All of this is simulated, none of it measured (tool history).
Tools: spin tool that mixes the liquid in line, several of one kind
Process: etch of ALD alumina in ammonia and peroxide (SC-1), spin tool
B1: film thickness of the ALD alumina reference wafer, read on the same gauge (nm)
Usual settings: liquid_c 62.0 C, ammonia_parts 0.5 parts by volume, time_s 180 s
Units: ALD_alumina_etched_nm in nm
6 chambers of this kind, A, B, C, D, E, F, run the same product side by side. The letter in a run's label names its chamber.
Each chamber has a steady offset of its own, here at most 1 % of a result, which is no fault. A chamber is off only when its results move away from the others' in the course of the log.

{"run": "1E", "hour": 2.2, "liquid_c": 62.0, "ammonia_parts": 0.5, "time_s": 180, "B1": 29.979, "ALD_alumina_etched_nm": 18.183}
{"run": "2A", "hour": 4.3, "liquid_c": 62.0, "ammonia_parts": 0.5, "time_s": 180, "B1": 29.996, "ALD_alumina_etched_nm": 18.317}
{"run": "3C", "hour": 6.7, "liquid_c": 62.0, "ammonia_parts": 0.5, "time_s": 180, "B1": 30.022, "ALD_alumina_etched_nm": 18.3}
{"run": "4B", "hour": 10.2, "liquid_c": 62.0, "ammonia_parts": 0.5, "time_s": 180, "B1": 29.982, "ALD_alumina_etched_nm": 18.237}
{"run": "5F", "hour": 13.2, "liquid_c": 62.0, "ammonia_parts": 0.5, "time_s": 180, "B1": 30.016, "ALD_alumina_etched_nm": 18.2}
{"run": "6D", "hour": 17.2, "liquid_c": 62.0, "ammonia_parts": 0.5, "time_s": 180, "B1": 29.989, "ALD_alumina_etched_nm": 18.17}
{"run": "7E", "hour": 19.3, "liquid_c": 62.0, "ammonia_parts": 0.3, "time_s": 135, "B1": 30.0, "ALD_alumina_etched_nm": 12.997}
{"run": "8C", "hour": 22.7, "liquid_c": 62.0, "ammonia_parts": 0.3, "time_s": 135, "B1": 30.041, "ALD_alumina_etched_nm": 13.053}
{"hour": 26.3, "done": "chamber B: ammonia flow meter replaced"}
{"run": "9F", "hour": 26.8, "liquid_c": 62.0, "ammonia_parts": 0.3, "time_s": 135, "B1": 29.978, "ALD_alumina_etched_nm": 12.991}
{"run": "10A", "hour": 31.3, "liquid_c": 62.0, "ammonia_parts": 0.3, "time_s": 135, "B1": 29.998, "ALD_alumina_etched_nm": 13.137}
{"run": "11D", "hour": 34.9, "liquid_c": 62.0, "ammonia_parts": 0.3, "time_s": 135, "B1": 30.047, "ALD_alumina_etched_nm": 13.028}
{"run": "12B", "hour": 38.4, "liquid_c": 62.0, "ammonia_parts": 0.3, "time_s": 135, "B1": 29.998, "ALD_alumina_etched_nm": 12.989}
{"run": "13D", "hour": 41.2, "liquid_c": 62.0, "ammonia_parts": 0.5, "time_s": 180, "B1": 29.993, "ALD_alumina_etched_nm": 18.222}
{"run": "14A", "hour": 44.2, "liquid_c": 62.0, "ammonia_parts": 0.5, "time_s": 180, "B1": 29.994, "ALD_alumina_etched_nm": 18.392}
{"run": "15C", "hour": 47.6, "liquid_c": 62.0, "ammonia_parts": 0.5, "time_s": 180, "B1": 30.025, "ALD_alumina_etched_nm": 18.274}
{"run": "16F", "hour": 50.3, "liquid_c": 62.0, "ammonia_parts": 0.5, "time_s": 180, "B1": 30.033, "ALD_alumina_etched_nm": 18.106}
{"hour": 50.8, "done": "chamber E: new drum of ammonia solution connected"}
{"run": "17B", "hour": 53.2, "liquid_c": 62.0, "ammonia_parts": 0.5, "time_s": 180, "B1": 30.02, "ALD_alumina_etched_nm": 18.301}
{"run": "18E", "hour": 56.7, "liquid_c": 62.0, "ammonia_parts": 0.5, "time_s": 145, "B1": 30.028, "ALD_alumina_etched_nm": 14.582}
{"run": "19E", "hour": 59.1, "liquid_c": 62.0, "ammonia_parts": 0.5, "time_s": 145, "B1": 30.007, "ALD_alumina_etched_nm": 14.736}
{"run": "20D", "hour": 62.6, "liquid_c": 62.0, "ammonia_parts": 0.5, "time_s": 145, "B1": 30.005, "ALD_alumina_etched_nm": 14.75}
{"run": "21B", "hour": 66.9, "liquid_c": 62.0, "ammonia_parts": 0.5, "time_s": 145, "B1": 30.011, "ALD_alumina_etched_nm": 14.684}
{"run": "22C", "hour": 69.8, "liquid_c": 62.0, "ammonia_parts": 0.5, "time_s": 145, "B1": 30.012, "ALD_alumina_etched_nm": 14.718}
{"run": "23A", "hour": 73.5, "liquid_c": 62.0, "ammonia_parts": 0.5, "time_s": 145, "B1": 29.951, "ALD_alumina_etched_nm": 14.78}
{"run": "24F", "hour": 77.7, "liquid_c": 62.0, "ammonia_parts": 0.5, "time_s": 180, "B1": 29.99, "ALD_alumina_etched_nm": 18.157}
{"run": "25F", "hour": 80.4, "liquid_c": 55.5, "ammonia_parts": 0.5, "time_s": 180, "B1": 29.94, "ALD_alumina_etched_nm": 12.947}
{"run": "26B", "hour": 84.6, "liquid_c": 55.5, "ammonia_parts": 0.5, "time_s": 180, "B1": 29.975, "ALD_alumina_etched_nm": 12.934}
{"run": "27C", "hour": 88.5, "liquid_c": 55.5, "ammonia_parts": 0.5, "time_s": 180, "B1": 30.036, "ALD_alumina_etched_nm": 13.038}
{"run": "28D", "hour": 92.5, "liquid_c": 55.5, "ammonia_parts": 0.5, "time_s": 180, "B1": 30.019, "ALD_alumina_etched_nm": 13.012}
{"run": "29E", "hour": 95.0, "liquid_c": 55.5, "ammonia_parts": 0.5, "time_s": 180, "B1": 30.017, "ALD_alumina_etched_nm": 12.988}
{"run": "30A", "hour": 97.2, "liquid_c": 55.5, "ammonia_parts": 0.5, "time_s": 180, "B1": 30.014, "ALD_alumina_etched_nm": 13.261}
{"run": "31C", "hour": 100.3, "liquid_c": 62.0, "ammonia_parts": 0.5, "time_s": 180, "B1": 29.986, "ALD_alumina_etched_nm": 18.255}
{"run": "32F", "hour": 104.3, "liquid_c": 62.0, "ammonia_parts": 0.5, "time_s": 180, "B1": 30.029, "ALD_alumina_etched_nm": 18.126}
{"run": "33B", "hour": 107.3, "liquid_c": 62.0, "ammonia_parts": 0.5, "time_s": 180, "B1": 29.961, "ALD_alumina_etched_nm": 18.269}
{"run": "34A", "hour": 110.3, "liquid_c": 62.0, "ammonia_parts": 0.5, "time_s": 180, "B1": 29.951, "ALD_alumina_etched_nm": 18.429}
{"hour": 112.2, "done": "chamber D: new drum of ammonia solution connected"}
{"run": "35E", "hour": 113.5, "liquid_c": 62.0, "ammonia_parts": 0.5, "time_s": 180, "B1": 29.985, "ALD_alumina_etched_nm": 18.235}
{"run": "36D", "hour": 116.7, "liquid_c": 62.0, "ammonia_parts": 0.5, "time_s": 180, "B1": 30.049, "ALD_alumina_etched_nm": 18.165}

Next, every chamber runs the same settings. What will each give?
{"run": "37A", "hour": 120.1, "liquid_c": 65.0, "ammonia_parts": 0.5, "time_s": 180, "ALD_alumina_etched_nm": "?"}
{"run": "37B", "hour": 120.1, "liquid_c": 65.0, "ammonia_parts": 0.5, "time_s": 180, "ALD_alumina_etched_nm": "?"}
{"run": "37C", "hour": 120.1, "liquid_c": 65.0, "ammonia_parts": 0.5, "time_s": 180, "ALD_alumina_etched_nm": "?"}
{"run": "37D", "hour": 120.1, "liquid_c": 65.0, "ammonia_parts": 0.5, "time_s": 180, "ALD_alumina_etched_nm": "?"}
{"run": "37E", "hour": 120.1, "liquid_c": 65.0, "ammonia_parts": 0.5, "time_s": 180, "ALD_alumina_etched_nm": "?"}
{"run": "37F", "hour": 120.1, "liquid_c": 65.0, "ammonia_parts": 0.5, "time_s": 180, "ALD_alumina_etched_nm": "?"}

run=37A ALD_alumina_etched_nm=21.302
run=37B ALD_alumina_etched_nm=21.365
run=37C ALD_alumina_etched_nm=21.203
run=37D ALD_alumina_etched_nm=21.129
run=37E ALD_alumina_etched_nm=21.237
run=37F ALD_alumina_etched_nm=21.013
